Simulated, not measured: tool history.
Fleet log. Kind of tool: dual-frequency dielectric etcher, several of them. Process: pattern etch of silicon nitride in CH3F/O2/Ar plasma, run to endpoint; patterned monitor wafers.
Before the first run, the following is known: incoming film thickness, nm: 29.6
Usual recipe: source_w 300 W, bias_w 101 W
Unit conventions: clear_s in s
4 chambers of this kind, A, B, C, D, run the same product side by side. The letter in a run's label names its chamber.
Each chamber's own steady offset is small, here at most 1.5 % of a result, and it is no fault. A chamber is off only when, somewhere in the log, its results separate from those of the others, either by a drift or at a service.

| run | hour | source_w | bias_w | clear_s |
|---|---|---|---|---|
| 1D | 12.3 | 300 | 101 | 42.160 |
| 2A | 25.5 | 300 | 101 | 42.404 |
| 3B | 32.7 | 300 | 101 | 42.091 |
| 4C | 44.5 | 300 | 101 | 42.824 |
| 5A | 54.0 | 300 | 101 | 41.872 |
|  | 64.9 | chamber C: wet clean of the chamber |
| 6D | 68.5 | 300 | 101 | 42.056 |
| 7C | 79.0 | 300 | 101 | 43.101 |
| 8B | 90.1 | 270 | 115 | 42.181 |
| 9A | 102.9 | 270 | 115 | 42.056 |
| 10C | 114.3 | 270 | 115 | 42.011 |
| 11B | 128.3 | 270 | 115 | 41.796 |
| 12D | 139.9 | 300 | 101 | 42.424 |
| 13C | 153.3 | 300 | 101 | 43.164 |
| 14D | 166.5 | 300 | 101 | 42.430 |
| 15B | 174.0 | 300 | 101 | 42.554 |
| 16A | 184.0 | 300 | 101 | 42.498 |
| 17B | 193.1 | 300 | 101 | 42.505 |
| 18C | 206.6 | 300 | 101 | 42.759 |
| 19A | 218.2 | 300 | 101 | 42.686 |
| 20D | 231.3 | 300 | 101 | 42.144 |
| 21A | 244.2 | 300 | 101 | 42.634 |
| 22C | 255.8 | 300 | 101 | 43.272 |
| 23D | 268.5 | 300 | 101 | 42.200 |
| 24B | 281.6 | 300 | 101 | 41.363 |
| 25D | 295.1 | 300 | 101 | 42.419 |
| 26B | 304.9 | 350 | 101 | 39.439 |
| 27C | 320.4 | 350 | 101 | 41.073 |
| 28A | 328.5 | 350 | 101 | 40.242 |
|  | 332.7 | chamber D: wet clean of the chamber |
| 29A | 339.8 | 350 | 101 | 39.645 |
| 30B | 349.2 | 300 | 101 | 41.723 |
| 31D | 356.3 | 300 | 101 | 42.128 |
| 32C | 367.0 | 300 | 93 | 44.063 |
| 33A | 376.7 | 300 | 93 | 43.641 |
| 34D | 392.1 | 300 | 93 | 43.775 |
| 35B | 399.6 | 300 | 93 | 42.754 |
| 36C | 409.9 | 300 | 101 | 42.676 |
| 37C | 422.9 | 300 | 101 | 42.847 |
| 38D | 433.9 | 300 | 101 | 42.649 |
| 39B | 444.6 | 300 | 101 | 40.087 |

Does one chamber stand apart from the rest, does the shared gauge drift, or is all well apart from small per-chamber offsets? Give the chamber and the most likely cause, where there is one.

Little by little, chamber B moves away from the other chambers.
Likeliest cause: etch rate over this chamber's usual, % = 4.68.

Chamber B could run next with any of the 4 candidate recipes listed below; each alters the usual settings, and their results appear as question marks. Which one brings its results back in line with what the other chambers deliver on the usual settings?
Allowed miss from the other chambers' usual-settings mean, per result, to count as in line: clear_s 1.100 s
| 40B-1 | 456.0 | 300 | 79 | ? |
| 40B-2 | 456.0 | 340 | 113 | ? |
| 40B-3 | 456.0 | 280 | 95 | ? |
| 40B-4 | 456.0 | 320 | 107 | ? |

The other chambers' mean on the usual settings: clear_s 42.469 s
| run | clear_s |
|---|---|
| 40B-1 | 44.565 |
| 40B-2 | 37.402 |
| 40B-3 | 42.790 |
| 40B-4 | 39.017 |
It is 40B-3 that realigns the chamber with its peers.
